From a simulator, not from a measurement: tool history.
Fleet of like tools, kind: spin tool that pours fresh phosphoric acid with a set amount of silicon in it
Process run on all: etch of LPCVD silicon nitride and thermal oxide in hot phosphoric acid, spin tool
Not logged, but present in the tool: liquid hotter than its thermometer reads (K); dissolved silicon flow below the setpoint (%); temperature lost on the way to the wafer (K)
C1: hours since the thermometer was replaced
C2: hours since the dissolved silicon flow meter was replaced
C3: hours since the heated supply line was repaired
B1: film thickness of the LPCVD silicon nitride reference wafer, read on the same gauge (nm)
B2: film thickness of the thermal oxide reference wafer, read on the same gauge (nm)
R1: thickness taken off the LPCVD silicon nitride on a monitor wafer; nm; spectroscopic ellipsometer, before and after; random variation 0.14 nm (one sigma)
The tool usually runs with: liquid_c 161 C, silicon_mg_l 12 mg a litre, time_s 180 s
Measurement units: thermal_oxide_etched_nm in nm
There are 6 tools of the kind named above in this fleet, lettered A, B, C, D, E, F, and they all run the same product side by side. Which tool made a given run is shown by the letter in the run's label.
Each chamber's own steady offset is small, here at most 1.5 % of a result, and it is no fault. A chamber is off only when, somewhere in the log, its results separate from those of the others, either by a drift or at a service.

{"run": "1F", "day": 0.217, "liquid_c": 161, "silicon_mg_l": 12, "time_s": 180, "C1": 1730.8, "C2": 2108.5, "C3": 419.0, "B1": 129.97, "B2": 69.978, "R1": 15.935, "thermal_oxide_etched_nm": 0.36943}
{"run": "2C", "day": 0.483, "liquid_c": 161, "silicon_mg_l": 12, "time_s": 180, "C1": 326.6, "C2": 334.0, "C3": 862.2, "B1": 130.0, "B2": 70.008, "R1": 15.971, "thermal_oxide_etched_nm": 0.42645}
{"run": "3B", "day": 0.646, "liquid_c": 161, "silicon_mg_l": 12, "time_s": 180, "C1": 1373.7, "C2": 892.8, "C3": 1756.2, "B1": 130.01, "B2": 69.994, "R1": 16.069, "thermal_oxide_etched_nm": 0.39767}
{"run": "4A", "day": 0.883, "liquid_c": 161, "silicon_mg_l": 12, "time_s": 180, "C1": 1401.8, "C2": 36.2, "C3": 1113.1, "B1": 130.01, "B2": 69.982, "R1": 16.007, "thermal_oxide_etched_nm": 0.39637}
{"run": "5E", "day": 1.05, "liquid_c": 161, "silicon_mg_l": 12, "time_s": 180, "C1": 377.0, "C2": 135.6, "C3": 961.8, "B1": 129.95, "B2": 69.993, "R1": 15.827, "thermal_oxide_etched_nm": 0.45259}
{"run": "6D", "day": 1.317, "liquid_c": 161, "silicon_mg_l": 12, "time_s": 180, "C1": 1193.5, "C2": 96.7, "C3": 800.7, "B1": 130.01, "B2": 70.02, "R1": 15.624, "thermal_oxide_etched_nm": 0.33863}
{"run": "7D", "day": 1.579, "liquid_c": 161, "silicon_mg_l": 12, "time_s": 180, "C1": 1199.8, "C2": 103.0, "C3": 807.0, "B1": 130.03, "B2": 70.005, "R1": 15.717, "thermal_oxide_etched_nm": 0.41056}
{"run": "8C", "day": 1.788, "liquid_c": 161, "silicon_mg_l": 3, "time_s": 180, "C1": 357.9, "C2": 365.3, "C3": 893.5, "B1": 129.98, "B2": 70.005, "R1": 15.886, "thermal_oxide_etched_nm": 0.43986}
{"run": "9B", "day": 2.075, "liquid_c": 161, "silicon_mg_l": 3, "time_s": 180, "C1": 1408.0, "C2": 927.1, "C3": 1790.5, "B1": 130.01, "B2": 70.022, "R1": 15.889, "thermal_oxide_etched_nm": 0.49491}
{"day": 2.083, "done": "chamber B: thermometer replaced"}
{"run": "10F", "day": 2.312, "liquid_c": 161, "silicon_mg_l": 3, "time_s": 180, "C1": 1781.1, "C2": 2158.8, "C3": 469.3, "B1": 130.0, "B2": 69.999, "R1": 16.072, "thermal_oxide_etched_nm": 0.44657}
{"run": "11A", "day": 2.562, "liquid_c": 161, "silicon_mg_l": 3, "time_s": 180, "C1": 1442.1, "C2": 76.5, "C3": 1153.4, "B1": 129.99, "B2": 69.991, "R1": 15.819, "thermal_oxide_etched_nm": 0.48238}
{"run": "12E", "day": 2.738, "liquid_c": 161, "silicon_mg_l": 3, "time_s": 180, "C1": 417.5, "C2": 176.1, "C3": 1002.3, "B1": 129.96, "B2": 69.996, "R1": 15.172, "thermal_oxide_etched_nm": 0.38529}
{"run": "13A", "day": 2.988, "liquid_c": 161, "silicon_mg_l": 3, "time_s": 180, "C1": 1452.3, "C2": 86.7, "C3": 1163.6, "B1": 130.01, "B2": 70.018, "R1": 15.86, "thermal_oxide_etched_nm": 0.47248}
{"run": "14B", "day": 3.183, "liquid_c": 161, "silicon_mg_l": 12, "time_s": 180, "C1": 26.4, "C2": 953.7, "C3": 1817.1, "B1": 129.99, "B2": 69.981, "R1": 15.841, "thermal_oxide_etched_nm": 0.39718}
{"run": "15C", "day": 3.454, "liquid_c": 161, "silicon_mg_l": 12, "time_s": 180, "C1": 397.9, "C2": 405.3, "C3": 933.5, "B1": 130.02, "B2": 70.001, "R1": 15.994, "thermal_oxide_etched_nm": 0.41083}
{"run": "16F", "day": 3.762, "liquid_c": 161, "silicon_mg_l": 12, "time_s": 180, "C1": 1815.9, "C2": 2193.6, "C3": 504.1, "B1": 129.98, "B2": 70.006, "R1": 15.689, "thermal_oxide_etched_nm": 0.35743}
{"run": "17D", "day": 3.975, "liquid_c": 161, "silicon_mg_l": 12, "time_s": 180, "C1": 1257.3, "C2": 160.5, "C3": 864.5, "B1": 130.0, "B2": 70.003, "R1": 15.721, "thermal_oxide_etched_nm": 0.37343}
{"day": 4.217, "done": "chamber F: thermometer replaced"}
{"run": "18E", "day": 4.267, "liquid_c": 161, "silicon_mg_l": 12, "time_s": 180, "C1": 454.2, "C2": 212.8, "C3": 1039.0, "B1": 130.01, "B2": 69.997, "R1": 15.043, "thermal_oxide_etched_nm": 0.31471}
{"day": 4.342, "done": "chamber D: thermometer replaced"}
{"run": "19A", "day": 4.521, "liquid_c": 161, "silicon_mg_l": 12, "time_s": 180, "C1": 1489.1, "C2": 123.5, "C3": 1200.4, "B1": 130.0, "B2": 70.021, "R1": 15.831, "thermal_oxide_etched_nm": 0.39218}
{"run": "20D", "day": 4.754, "liquid_c": 161, "silicon_mg_l": 12, "time_s": 180, "C1": 9.9, "C2": 179.2, "C3": 883.2, "B1": 130.01, "B2": 70.01, "R1": 15.796, "thermal_oxide_etched_nm": 0.4017}
{"run": "21C", "day": 4.904, "liquid_c": 161, "silicon_mg_l": 12, "time_s": 180, "C1": 432.7, "C2": 440.1, "C3": 968.3, "B1": 129.99, "B2": 69.985, "R1": 15.97, "thermal_oxide_etched_nm": 0.42061}
{"run": "22B", "day": 5.212, "liquid_c": 161, "silicon_mg_l": 12, "time_s": 180, "C1": 75.1, "C2": 1002.4, "C3": 1865.8, "B1": 129.97, "B2": 69.987, "R1": 16.038, "thermal_oxide_etched_nm": 0.4163}
{"run": "23E", "day": 5.454, "liquid_c": 161, "silicon_mg_l": 12, "time_s": 180, "C1": 482.7, "C2": 241.3, "C3": 1067.5, "B1": 130.03, "B2": 69.983, "R1": 14.711, "thermal_oxide_etched_nm": 0.32728}
{"run": "24F", "day": 5.688, "liquid_c": 161, "silicon_mg_l": 12, "time_s": 180, "C1": 35.4, "C2": 2239.8, "C3": 550.3, "B1": 129.99, "B2": 69.999, "R1": 15.851, "thermal_oxide_etched_nm": 0.39517}
{"run": "25C", "day": 5.888, "liquid_c": 161, "silicon_mg_l": 12, "time_s": 180, "C1": 456.3, "C2": 463.7, "C3": 991.9, "B1": 129.99, "B2": 69.99, "R1": 15.969, "thermal_oxide_etched_nm": 0.41355}
{"run": "26F", "day": 6.083, "liquid_c": 161, "silicon_mg_l": 12, "time_s": 180, "C1": 44.9, "C2": 2249.3, "C3": 559.8, "B1": 130.02, "B2": 70.007, "R1": 15.819, "thermal_oxide_etched_nm": 0.44383}
{"day": 6.267, "done": "chamber C: thermometer replaced"}
{"run": "27B", "day": 6.325, "liquid_c": 161, "silicon_mg_l": 12, "time_s": 180, "C1": 101.8, "C2": 1029.1, "C3": 1892.5, "B1": 130.0, "B2": 70.003, "R1": 15.934, "thermal_oxide_etched_nm": 0.3988}
{"run": "28E", "day": 6.558, "liquid_c": 161, "silicon_mg_l": 16, "time_s": 180, "C1": 509.2, "C2": 267.8, "C3": 1094.0, "B1": 129.98, "B2": 69.999, "R1": 14.46, "thermal_oxide_etched_nm": 0.27808}
{"run": "29A", "day": 6.846, "liquid_c": 161, "silicon_mg_l": 16, "time_s": 180, "C1": 1544.9, "C2": 179.3, "C3": 1256.2, "B1": 129.98, "B2": 70.024, "R1": 15.73, "thermal_oxide_etched_nm": 0.41599}
{"run": "30D", "day": 7.058, "liquid_c": 161, "silicon_mg_l": 16, "time_s": 180, "C1": 65.2, "C2": 234.5, "C3": 938.5, "B1": 129.96, "B2": 70.008, "R1": 15.926, "thermal_oxide_etched_nm": 0.37064}
{"run": "31D", "day": 7.267, "liquid_c": 161, "silicon_mg_l": 16, "time_s": 180, "C1": 70.2, "C2": 239.5, "C3": 943.5, "B1": 130.0, "B2": 70.007, "R1": 15.661, "thermal_oxide_etched_nm": 0.37104}
{"run": "32F", "day": 7.446, "liquid_c": 161, "silicon_mg_l": 16, "time_s": 180, "C1": 77.6, "C2": 2282.0, "C3": 592.5, "B1": 130.0, "B2": 70.006, "R1": 15.575, "thermal_oxide_etched_nm": 0.3829}
{"run": "33A", "day": 7.592, "liquid_c": 161, "silicon_mg_l": 16, "time_s": 180, "C1": 1562.8, "C2": 197.2, "C3": 1274.1, "B1": 129.96, "B2": 69.999, "R1": 16.048, "thermal_oxide_etched_nm": 0.34863}
{"run": "34E", "day": 7.783, "liquid_c": 161, "silicon_mg_l": 12, "time_s": 180, "C1": 538.6, "C2": 297.2, "C3": 1123.4, "B1": 129.99, "B2": 69.99, "R1": 14.108, "thermal_oxide_etched_nm": 0.32564}
{"run": "35B", "day": 8.062, "liquid_c": 161, "silicon_mg_l": 12, "time_s": 180, "C1": 143.5, "C2": 1070.8, "C3": 1934.2, "B1": 129.98, "B2": 69.997, "R1": 15.835, "thermal_oxide_etched_nm": 0.39632}
{"run": "36C", "day": 8.362, "liquid_c": 161, "silicon_mg_l": 12, "time_s": 180, "C1": 50.3, "C2": 523.1, "C3": 1051.3, "B1": 129.98, "B2": 69.997, "R1": 15.917, "thermal_oxide_etched_nm": 0.41096}

Does one chamber stand apart from the rest, does the shared gauge drift, or is all well apart from small per-chamber offsets? Give the chamber and the most likely cause, where there is one.

It is chamber E that slowly wanders off from its peers.
Likeliest cause: temperature lost on the way to the wafer (K) = 3.6.

Which of the 4 candidates below, each the usual settings with something changed and its results left as question marks, puts chamber E back in line with what the other chambers give on the usual settings?
In-line tolerance around the mean of the other chambers on the usual settings: R1 0.490 nm; thermal_oxide_etched_nm 0.11000 nm
{"run": "37E-1", "day": 8.592, "liquid_c": 160.5, "silicon_mg_l": 14.0, "time_s": 170, "R1": "?", "thermal_oxide_etched_nm": "?"}
{"run": "37E-2", "day": 8.592, "liquid_c": 162.0, "silicon_mg_l": 7.5, "time_s": 200, "R1": "?", "thermal_oxide_etched_nm": "?"}
{"run": "37E-3", "day": 8.592, "liquid_c": 160.0, "silicon_mg_l": 16.5, "time_s": 165, "R1": "?", "thermal_oxide_etched_nm": "?"}
{"run": "37E-4", "day": 8.592, "liquid_c": 161.5, "silicon_mg_l": 10.0, "time_s": 190, "R1": "?", "thermal_oxide_etched_nm": "?"}

Mean of the other chambers on the usual settings: R1 15.931 nm; thermal_oxide_etched_nm 0.39860 nm
run=37E-1 R1=12.958 thermal_oxide_etched_nm=0.25764
run=37E-2 R1=16.052 thermal_oxide_etched_nm=0.39433
run=37E-3 R1=12.360 thermal_oxide_etched_nm=0.22538
run=37E-4 R1=14.988 thermal_oxide_etched_nm=0.34091
37E-2 is the one that brings the chamber's results back in line with the other chambers.
